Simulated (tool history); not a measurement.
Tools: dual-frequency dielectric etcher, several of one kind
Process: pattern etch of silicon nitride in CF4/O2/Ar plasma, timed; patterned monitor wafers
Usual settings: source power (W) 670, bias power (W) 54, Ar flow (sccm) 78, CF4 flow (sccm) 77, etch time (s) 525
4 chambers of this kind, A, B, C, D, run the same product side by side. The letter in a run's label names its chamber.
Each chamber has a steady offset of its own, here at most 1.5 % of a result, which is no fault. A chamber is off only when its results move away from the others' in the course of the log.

run	hour	source power (W)	bias power (W)	Ar flow (sccm)	CF4 flow (sccm)	etch time (s)	read-back reference wafer on the same gauge, depth_nm	mean etch depth across the wafer (angstrom)
1B	9.1	670	54	78	77	525	1111.2	13450
2D	15.1	670	54	78	77	525	1110.5	13160
3C	24.9	670	54	78	77	525	1110	13236
# hour 32.9: chamber C: bias power generator calibrated
4A	35.3	670	54	78	77	525	1109.3	13204
5C	42.3	670	54	78	77	525	1109.6	13170
6D	53.1	670	54	78	77	525	1109.5	13139
7B	62.5	670	54	78	77	525	1109.8	13402
8A	73.3	670	54	78	77	525	1110.4	13236
9C	81	670	54	78	77	525	1110.5	13193
# hour 84.7: chamber C: source power generator calibrated
# hour 90.8: chamber D: wet clean of the chamber
10D	91.6	670	54	78	77	525	1110.5	13176
# hour 93.6: chamber B: wet clean of the chamber
11A	96.7	670	54	78	77	525	1110.5	13207
12B	103.4	670	54	78	77	525	1109.8	13391
13D	114	670	54	78	77	525	1109.8	13180
14B	122.7	670	54	78	77	525	1109.4	13389
15A	133.2	670	54	78	77	525	1110.4	13261
# hour 142.6: chamber C: Ar flow controller replaced
16C	143.1	670	54	78	77	525	1109.9	13644
17D	150.6	670	54	78	77	525	1110.2	13170
18A	157.3	670	54	78	77	525	1109.6	13234
19C	166.2	670	54	78	77	525	1110.4	13629
20B	172.6	670	54	78	77	525	1110.4	13353
21B	183.6	670	54	78	77	525	1109.7	13402
22D	189	670	54	78	77	525	1110	13158
23A	197.9	670	54	78	77	525	1110	13309
24C	203.4	670	54	78	77	525	1110	13544

Next, every chamber runs the same settings. What will each give?
25A	211.6	670	54	78	77	465		?
25B	211.6	670	54	78	77	465		?
25C	211.6	670	54	78	77	465		?
25D	211.6	670	54	78	77	465		?

run	mean etch depth across the wafer (angstrom)
25A	11743
25B	11800
25C	12049
25D	11634

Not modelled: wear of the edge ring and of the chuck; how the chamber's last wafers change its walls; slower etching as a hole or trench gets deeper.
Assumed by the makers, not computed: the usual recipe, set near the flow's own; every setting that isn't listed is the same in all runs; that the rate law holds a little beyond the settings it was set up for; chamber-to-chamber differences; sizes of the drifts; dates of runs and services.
